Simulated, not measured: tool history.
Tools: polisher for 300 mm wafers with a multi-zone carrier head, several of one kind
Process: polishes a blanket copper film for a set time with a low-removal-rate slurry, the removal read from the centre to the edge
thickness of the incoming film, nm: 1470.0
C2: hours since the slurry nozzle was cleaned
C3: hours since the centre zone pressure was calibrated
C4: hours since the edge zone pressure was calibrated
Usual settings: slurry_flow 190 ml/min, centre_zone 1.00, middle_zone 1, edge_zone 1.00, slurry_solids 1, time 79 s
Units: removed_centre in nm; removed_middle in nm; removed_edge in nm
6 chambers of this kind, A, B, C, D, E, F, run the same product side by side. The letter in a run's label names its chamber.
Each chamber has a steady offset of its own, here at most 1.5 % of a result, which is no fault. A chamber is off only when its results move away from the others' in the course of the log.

-- hour=3.1 chamber A: worn pad replaced by a new one
-- hour=3.8 chamber D: worn pad replaced by a new one
run 1A hour=11.2 | slurry_flow=190 centre_zone=1.00 middle_zone=1 edge_zone=1.00 slurry_solids=1 time=79 | wafers_polished_on_this_pad=80 C2=260.3 C3=498.9 C4=189.2 | removed_centre=193.42 removed_middle=193.61 removed_edge=191.83
run 2B hour=18.4 | slurry_flow=190 centre_zone=1.00 middle_zone=1 edge_zone=1.00 slurry_solids=1 time=79 | wafers_polished_on_this_pad=962 C2=42.5 C3=194.1 C4=107.3 | removed_centre=190.32 removed_middle=188.58 removed_edge=194.61
-- hour=26.3 chamber E: worn pad replaced by a new one
-- hour=27.5 chamber C: slurry nozzle cleaned
run 3E hour=31.4 | slurry_flow=190 centre_zone=1.00 middle_zone=1 edge_zone=1.00 slurry_solids=1 time=79 | wafers_polished_on_this_pad=50 C2=590.8 C3=181.2 C4=204.4 | removed_centre=190.76 removed_middle=192.18 removed_edge=195.15
run 4F hour=46.9 | slurry_flow=190 centre_zone=1.00 middle_zone=1 edge_zone=1.00 slurry_solids=1 time=79 | wafers_polished_on_this_pad=1102 C2=169.7 C3=475.0 C4=493.4 | removed_centre=191.01 removed_middle=191.74 removed_edge=192.09
-- hour=51.2 chamber C: worn pad replaced by a new one
run 5D hour=61.6 | slurry_flow=190 centre_zone=1.00 middle_zone=1 edge_zone=1.00 slurry_solids=1 time=79 | wafers_polished_on_this_pad=567 C2=148.1 C3=481.2 C4=674.6 | removed_centre=193.29 removed_middle=192.25 removed_edge=193.20
-- hour=64.7 chamber B: worn pad replaced by a new one
run 6C hour=69.5 | slurry_flow=190 centre_zone=1.00 middle_zone=1 edge_zone=1.00 slurry_solids=1 time=79 | wafers_polished_on_this_pad=180 C2=42.1 C3=253.0 C4=203.0 | removed_centre=189.68 removed_middle=194.89 removed_edge=194.97
run 7F hour=79.1 | slurry_flow=190 centre_zone=1.00 middle_zone=1 edge_zone=1.00 slurry_solids=1 time=79 | wafers_polished_on_this_pad=1418 C2=201.9 C3=507.2 C4=525.6 | removed_centre=191.29 removed_middle=189.53 removed_edge=192.06
-- hour=85.0 chamber A: worn pad replaced by a new one
-- hour=89.6 chamber D: worn pad replaced by a new one
run 8E hour=91.2 | slurry_flow=190 centre_zone=1.00 middle_zone=1 edge_zone=1.00 slurry_solids=1 time=79 | wafers_polished_on_this_pad=637 C2=650.6 C3=241.0 C4=264.2 | removed_centre=193.40 removed_middle=193.36 removed_edge=193.39
run 9B hour=106.4 | slurry_flow=190 centre_zone=1.00 middle_zone=1 edge_zone=1.00 slurry_solids=1 time=79 | wafers_polished_on_this_pad=409 C2=130.5 C3=282.1 C4=195.3 | removed_centre=191.32 removed_middle=192.24 removed_edge=198.89
-- hour=109.1 chamber E: worn pad replaced by a new one
run 10A hour=118.0 | slurry_flow=210 centre_zone=0.95 middle_zone=1 edge_zone=1.00 slurry_solids=1 time=79 | wafers_polished_on_this_pad=324 C2=367.1 C3=605.7 C4=296.0 | removed_centre=181.03 removed_middle=195.78 removed_edge=196.91
run 11C hour=128.5 | slurry_flow=210 centre_zone=0.95 middle_zone=1 edge_zone=1.00 slurry_solids=1 time=79 | wafers_polished_on_this_pad=759 C2=101.1 C3=312.0 C4=262.0 | removed_centre=185.92 removed_middle=197.80 removed_edge=196.38
run 12D hour=136.4 | slurry_flow=210 centre_zone=0.95 middle_zone=1 edge_zone=1.00 slurry_solids=1 time=79 | wafers_polished_on_this_pad=460 C2=222.9 C3=556.0 C4=749.4 | removed_centre=183.52 removed_middle=195.39 removed_edge=195.87
-- hour=138.5 chamber C: worn pad replaced by a new one
run 13E hour=143.4 | slurry_flow=210 centre_zone=0.95 middle_zone=1 edge_zone=1.00 slurry_solids=1 time=79 | wafers_polished_on_this_pad=337 C2=702.8 C3=293.2 C4=316.4 | removed_centre=182.52 removed_middle=195.53 removed_edge=196.09
-- hour=152.9 chamber F: slurry nozzle cleaned
run 14D hour=154.4 | slurry_flow=210 centre_zone=0.95 middle_zone=1 edge_zone=1.00 slurry_solids=1 time=79 | wafers_polished_on_this_pad=636 C2=240.9 C3=574.0 C4=767.4 | removed_centre=183.98 removed_middle=192.76 removed_edge=196.48
-- hour=163.2 chamber A: worn pad replaced by a new one
run 15C hour=163.8 | slurry_flow=210 centre_zone=0.95 middle_zone=1 edge_zone=1.00 slurry_solids=1 time=79 | wafers_polished_on_this_pad=248 C2=136.4 C3=347.3 C4=297.3 | removed_centre=186.34 removed_middle=196.55 removed_edge=197.42
-- hour=164.0 chamber E: edge zone pressure recalibrated
-- hour=178.2 chamber D: worn pad replaced by a new one
run 16B hour=178.3 | slurry_flow=190 centre_zone=1.00 middle_zone=1 edge_zone=1.00 slurry_solids=1 time=79 | wafers_polished_on_this_pad=1115 C2=202.4 C3=354.0 C4=267.2 | removed_centre=190.57 removed_middle=190.97 removed_edge=195.80
run 17A hour=190.5 | slurry_flow=190 centre_zone=1.00 middle_zone=1 edge_zone=1.06 slurry_solids=1 time=79 | wafers_polished_on_this_pad=268 C2=439.6 C3=678.2 C4=368.5 | removed_centre=191.07 removed_middle=194.85 removed_edge=196.65
-- hour=194.0 chamber E: worn pad replaced by a new one
run 18F hour=199.4 | slurry_flow=190 centre_zone=1.00 middle_zone=1 edge_zone=1.06 slurry_solids=1 time=79 | wafers_polished_on_this_pad=2599 C2=46.6 C3=627.5 C4=645.9 | removed_centre=184.22 removed_middle=187.17 removed_edge=193.84
run 19C hour=213.1 | slurry_flow=190 centre_zone=1.00 middle_zone=1 edge_zone=1.06 slurry_solids=1 time=79 | wafers_polished_on_this_pad=732 C2=185.7 C3=396.6 C4=346.6 | removed_centre=191.76 removed_middle=193.20 removed_edge=197.89
-- hour=216.4 chamber B: worn pad replaced by a new one
-- hour=220.2 chamber C: worn pad replaced by a new one
run 20D hour=223.0 | slurry_flow=190 centre_zone=1.00 middle_zone=1 edge_zone=1.06 slurry_solids=1 time=79 | wafers_polished_on_this_pad=440 C2=309.5 C3=642.6 C4=836.0 | removed_centre=189.49 removed_middle=192.31 removed_edge=197.96
run 21B hour=235.1 | slurry_flow=190 centre_zone=1.00 middle_zone=1 edge_zone=1.06 slurry_solids=1 time=79 | wafers_polished_on_this_pad=183 C2=259.2 C3=410.8 C4=324.0 | removed_centre=192.35 removed_middle=190.37 removed_edge=200.42
run 22E hour=242.2 | slurry_flow=190 centre_zone=1.00 middle_zone=1 edge_zone=1.06 slurry_solids=1 time=79 | wafers_polished_on_this_pad=473 C2=801.6 C3=392.0 C4=78.3 | removed_centre=190.60 removed_middle=194.84 removed_edge=199.01
-- hour=250.2 chamber D: worn pad replaced by a new one
-- hour=250.9 chamber A: worn pad replaced by a new one
run 23A hour=253.3 | slurry_flow=190 centre_zone=1.00 middle_zone=1 edge_zone=1.00 slurry_solids=1 time=79 | wafers_polished_on_this_pad=24 C2=502.4 C3=741.0 C4=431.3 | removed_centre=191.91 removed_middle=192.34 removed_edge=189.95
run 24F hour=263.6 | slurry_flow=190 centre_zone=1.00 middle_zone=1 edge_zone=1.00 slurry_solids=1 time=79 | wafers_polished_on_this_pad=3229 C2=110.8 C3=691.7 C4=710.1 | removed_centre=185.23 removed_middle=182.54 removed_edge=179.89
-- hour=268.1 chamber E: worn pad replaced by a new one
-- hour=269.3 chamber C: slurry nozzle cleaned
run 25A hour=272.1 | slurry_flow=190 centre_zone=1.00 middle_zone=1 edge_zone=1.00 slurry_solids=1 time=79 | wafers_polished_on_this_pad=208 C2=521.2 C3=759.8 C4=450.1 | removed_centre=187.05 removed_middle=193.80 removed_edge=195.34
run 26C hour=281.3 | slurry_flow=190 centre_zone=1.00 middle_zone=1 edge_zone=1.00 slurry_solids=1 time=79 | wafers_polished_on_this_pad=600 C2=12.1 C3=464.8 C4=414.8 | removed_centre=193.37 removed_middle=193.30 removed_edge=190.35
-- hour=286.8 chamber D: slurry nozzle cleaned
-- hour=287.6 chamber D: centre zone pressure recalibrated
-- hour=289.3 chamber A: centre zone pressure recalibrated
run 27F hour=294.2 | slurry_flow=190 centre_zone=1.00 middle_zone=1 edge_zone=1.00 slurry_solids=1 time=79 | wafers_polished_on_this_pad=3530 C2=141.4 C3=722.3 C4=740.7 | removed_centre=182.06 removed_middle=184.13 removed_edge=179.83
-- hour=303.3 chamber C: worn pad replaced by a new one
run 28E hour=306.6 | slurry_flow=190 centre_zone=1.00 middle_zone=1 edge_zone=1.00 slurry_solids=1 time=79 | wafers_polished_on_this_pad=378 C2=866.0 C3=456.4 C4=142.7 | removed_centre=192.28 removed_middle=192.43 removed_edge=192.34
run 29B hour=317.2 | slurry_flow=145 centre_zone=1.00 middle_zone=1 edge_zone=1.00 slurry_solids=1 time=79 | wafers_polished_on_this_pad=989 C2=341.3 C3=492.9 C4=406.1 | removed_centre=182.62 removed_middle=180.59 removed_edge=186.76
-- hour=318.9 chamber D: worn pad replaced by a new one
-- hour=321.3 chamber A: worn pad replaced by a new one
run 30D hour=326.6 | slurry_flow=145 centre_zone=1.00 middle_zone=1 edge_zone=1.00 slurry_solids=1 time=79 | wafers_polished_on_this_pad=76 C2=39.9 C3=39.1 C4=939.6 | removed_centre=184.35 removed_middle=181.25 removed_edge=188.21
run 31D hour=334.6 | slurry_flow=145 centre_zone=1.00 middle_zone=1 edge_zone=1.00 slurry_solids=1 time=79 | wafers_polished_on_this_pad=154 C2=47.9 C3=47.1 C4=947.6 | removed_centre=182.56 removed_middle=183.00 removed_edge=180.69
run 32F hour=348.2 | slurry_flow=145 centre_zone=1.00 middle_zone=1 edge_zone=1.00 slurry_solids=1 time=79 | wafers_polished_on_this_pad=4060 C2=195.4 C3=776.3 C4=794.7 | removed_centre=170.64 removed_middle=171.68 removed_edge=171.53
-- hour=357.1 chamber E: worn pad replaced by a new one
-- hour=360.9 chamber E: slurry nozzle cleaned
-- hour=361.4 chamber B: worn pad replaced by a new one
run 33E hour=363.4 | slurry_flow=145 centre_zone=1.00 middle_zone=1 edge_zone=1.00 slurry_solids=1 time=79 | wafers_polished_on_this_pad=62 C2=2.5 C3=513.2 C4=199.5 | removed_centre=179.75 removed_middle=185.80 removed_edge=182.37
run 34B hour=370.0 | slurry_flow=145 centre_zone=1.00 middle_zone=1 edge_zone=1.00 slurry_solids=1 time=79 | wafers_polished_on_this_pad=84 C2=394.1 C3=545.7 C4=458.9 | removed_centre=179.99 removed_middle=179.23 removed_edge=187.26
-- hour=376.3 chamber C: worn pad replaced by a new one
run 35A hour=378.3 | slurry_flow=190 centre_zone=1.00 middle_zone=1 edge_zone=1.00 slurry_solids=1 time=79 | wafers_polished_on_this_pad=559 C2=627.4 C3=89.1 C4=556.3 | removed_centre=188.91 removed_middle=193.90 removed_edge=189.44
run 36C hour=392.1 | slurry_flow=190 centre_zone=1.00 middle_zone=1 edge_zone=1.00 slurry_solids=1 time=79 | wafers_polished_on_this_pad=155 C2=122.9 C3=575.6 C4=525.6 | removed_centre=190.87 removed_middle=193.02 removed_edge=191.85

What goes on in this fleet: one chamber off, a drifting gauge, or nothing beyond the chambers' own small offsets? Name the chamber and the cause, if any.

Chamber F drifts away from the others.
Cause: removal rate lost through wear of the pad, % = 6.39.

Here are 4 candidates for chamber F's next run, each the usual settings with a change, their results left as question marks. Which one brings its results back in line with what the others give on the usual settings?
In line means no further than this from the other chambers' mean on the usual settings: removed_centre 6.70 nm; removed_middle 4.90 nm; removed_edge 10.00 nm
run 37F-1 hour=403.2 | slurry_flow=190 centre_zone=1.00 middle_zone=1 edge_zone=1.00 slurry_solids=1 time=77 | removed_centre=? removed_middle=? removed_edge=?
run 37F-2 hour=403.2 | slurry_flow=190 centre_zone=1.00 middle_zone=1 edge_zone=1.00 slurry_solids=1 time=81 | removed_centre=? removed_middle=? removed_edge=?
run 37F-3 hour=403.2 | slurry_flow=190 centre_zone=1.00 middle_zone=1 edge_zone=1.00 slurry_solids=1 time=74 | removed_centre=? removed_middle=? removed_edge=?
run 37F-4 hour=403.2 | slurry_flow=190 centre_zone=1.00 middle_zone=1 edge_zone=1.00 slurry_solids=1 time=84 | removed_centre=? removed_middle=? removed_edge=?

The other chambers' mean on the usual settings: removed_centre 191.03 nm; removed_middle 192.16 nm; removed_edge 192.31 nm
run=37F-1 removed_centre=175.60 removed_middle=175.07 removed_edge=174.50
run=37F-2 removed_centre=184.72 removed_middle=184.16 removed_edge=183.56
run=37F-3 removed_centre=168.75 removed_middle=168.24 removed_edge=167.70
run=37F-4 removed_centre=191.56 removed_middle=190.98 removed_edge=190.36
37F-4 brings the chamber back in line.
